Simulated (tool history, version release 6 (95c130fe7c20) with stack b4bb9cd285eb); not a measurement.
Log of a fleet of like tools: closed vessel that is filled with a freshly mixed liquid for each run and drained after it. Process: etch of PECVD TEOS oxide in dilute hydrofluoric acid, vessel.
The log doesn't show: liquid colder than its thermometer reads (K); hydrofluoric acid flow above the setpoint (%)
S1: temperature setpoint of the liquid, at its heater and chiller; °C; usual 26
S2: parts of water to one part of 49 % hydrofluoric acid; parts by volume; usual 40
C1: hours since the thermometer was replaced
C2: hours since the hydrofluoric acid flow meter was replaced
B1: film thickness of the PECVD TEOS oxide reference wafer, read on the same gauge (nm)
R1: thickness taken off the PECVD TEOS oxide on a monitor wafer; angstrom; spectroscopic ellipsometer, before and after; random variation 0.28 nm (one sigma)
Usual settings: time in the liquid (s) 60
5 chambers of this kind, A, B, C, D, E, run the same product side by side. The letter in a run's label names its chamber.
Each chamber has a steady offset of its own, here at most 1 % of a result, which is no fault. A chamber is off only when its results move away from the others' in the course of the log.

run 1D day=0.225 | S1=26 S2=40 time_in_the_liquid_(s)=60 | C1=276.8 C2=341.2 | B1=150.01 | R1=368.55
run 2E day=0.367 | S1=26 S2=40 time_in_the_liquid_(s)=60 | C1=486.1 C2=282.5 | B1=149.99 | R1=364.04
run 3C day=0.588 | S1=26 S2=40 time_in_the_liquid_(s)=60 | C1=750.5 C2=595.5 | B1=150 | R1=369.11
run 4A day=0.712 | S1=26 S2=40 time_in_the_liquid_(s)=60 | C1=1852 C2=580.2 | B1=150 | R1=367.85
run 5B day=0.858 | S1=26 S2=40 time_in_the_liquid_(s)=60 | C1=94.3 C2=133.6 | B1=150.01 | R1=362.36
run 6A day=1.008 | S1=26 S2=40 time_in_the_liquid_(s)=60 | C1=1859.1 C2=587.3 | B1=150 | R1=366.29
run 7B day=1.288 | S1=26 S2=40 time_in_the_liquid_(s)=60 | C1=104.6 C2=143.9 | B1=149.99 | R1=362.63
run 8E day=1.525 | S1=26 S2=40 time_in_the_liquid_(s)=35 | C1=513.9 C2=310.3 | B1=149.98 | R1=215.26
run 9C day=1.762 | S1=26 S2=40 time_in_the_liquid_(s)=35 | C1=778.7 C2=623.7 | B1=150 | R1=213.5
run 10D day=2.004 | S1=26 S2=40 time_in_the_liquid_(s)=35 | C1=319.5 C2=383.9 | B1=150.01 | R1=214.44
run 11A day=2.225 | S1=26 S2=40 time_in_the_liquid_(s)=35 | C1=1888.3 C2=616.5 | B1=150.01 | R1=216.17
run 12E day=2.408 | S1=26 S2=40 time_in_the_liquid_(s)=35 | C1=535.1 C2=331.5 | B1=149.99 | R1=211.69
run 13D day=2.662 | S1=26 S2=40 time_in_the_liquid_(s)=60 | C1=335.3 C2=399.7 | B1=150 | R1=364.56
run 14C day=2.829 | S1=26 S2=40 time_in_the_liquid_(s)=60 | C1=804.3 C2=649.3 | B1=150.01 | R1=368.94
run 15B day=2.988 | S1=26 S2=40 time_in_the_liquid_(s)=60 | C1=145.4 C2=184.7 | B1=149.99 | R1=367.34
run 16A day=3.254 | S1=26 S2=40 time_in_the_liquid_(s)=60 | C1=1913 C2=641.2 | B1=150.01 | R1=367.71
-- day=3.304 chamber D: hydrofluoric acid flow meter replaced
run 17C day=3.471 | S1=26 S2=40 time_in_the_liquid_(s)=60 | C1=819.7 C2=664.7 | B1=150 | R1=363.07
run 18E day=3.729 | S1=26 S2=40 time_in_the_liquid_(s)=60 | C1=566.8 C2=363.2 | B1=150 | R1=359.65
run 19D day=3.871 | S1=26 S2=40 time_in_the_liquid_(s)=60 | C1=364.3 C2=13.6 | B1=149.99 | R1=369.35
run 20B day=4.038 | S1=26 S2=40 time_in_the_liquid_(s)=60 | C1=170.6 C2=209.9 | B1=149.98 | R1=364.18
run 21E day=4.317 | S1=26 S2=40 time_in_the_liquid_(s)=60 | C1=580.9 C2=377.3 | B1=149.99 | R1=352.91
run 22C day=4.458 | S1=26 S2=40 time_in_the_liquid_(s)=60 | C1=843.4 C2=688.4 | B1=150 | R1=369.31
-- day=4.571 chamber C: hydrofluoric acid flow meter replaced
run 23B day=4.729 | S1=26 S2=40 time_in_the_liquid_(s)=60 | C1=187.2 C2=226.5 | B1=149.99 | R1=366.5
run 24A day=4.929 | S1=26 S2=40 time_in_the_liquid_(s)=60 | C1=1953.2 C2=681.4 | B1=150 | R1=366.23
run 25D day=5.058 | S1=26 S2=40 time_in_the_liquid_(s)=60 | C1=392.8 C2=42.1 | B1=149.99 | R1=370.26
run 26E day=5.208 | S1=26 S2=40 time_in_the_liquid_(s)=60 | C1=602.3 C2=398.7 | B1=150.02 | R1=351.11
run 27D day=5.442 | S1=24.5 S2=40 time_in_the_liquid_(s)=80 | C1=402 C2=51.3 | B1=149.99 | R1=462.85
run 28A day=5.717 | S1=24.5 S2=40 time_in_the_liquid_(s)=80 | C1=1972.1 C2=700.3 | B1=149.99 | R1=465.69
run 29B day=5.958 | S1=24.5 S2=40 time_in_the_liquid_(s)=80 | C1=216.7 C2=256 | B1=149.99 | R1=463.25
run 30C day=6.108 | S1=24.5 S2=40 time_in_the_liquid_(s)=80 | C1=883 C2=36.9 | B1=149.98 | R1=457.93
run 31B day=6.296 | S1=24.5 S2=40 time_in_the_liquid_(s)=80 | C1=224.8 C2=264.1 | B1=150 | R1=460.08
run 32A day=6.5 | S1=26 S2=40 time_in_the_liquid_(s)=75 | C1=1990.9 C2=719.1 | B1=150.02 | R1=461.63
run 33E day=6.675 | S1=26 S2=40 time_in_the_liquid_(s)=75 | C1=637.5 C2=433.9 | B1=149.99 | R1=419.56
run 34D day=6.892 | S1=26 S2=40 time_in_the_liquid_(s)=75 | C1=436.8 C2=86.1 | B1=150.01 | R1=458.92

All 5 chambers run these settings next. Forecast each chamber's results:
run 35A day=7.096 | S1=26 S2=40 time_in_the_liquid_(s)=60 | R1=?
run 35B day=7.096 | S1=26 S2=40 time_in_the_liquid_(s)=60 | R1=?
run 35C day=7.096 | S1=26 S2=40 time_in_the_liquid_(s)=60 | R1=?
run 35D day=7.096 | S1=26 S2=40 time_in_the_liquid_(s)=60 | R1=?
run 35E day=7.096 | S1=26 S2=40 time_in_the_liquid_(s)=60 | R1=?

run=35A R1=370.17
run=35B R1=364.69
run=35C R1=363.27
run=35D R1=369.78
run=35E R1=339.03

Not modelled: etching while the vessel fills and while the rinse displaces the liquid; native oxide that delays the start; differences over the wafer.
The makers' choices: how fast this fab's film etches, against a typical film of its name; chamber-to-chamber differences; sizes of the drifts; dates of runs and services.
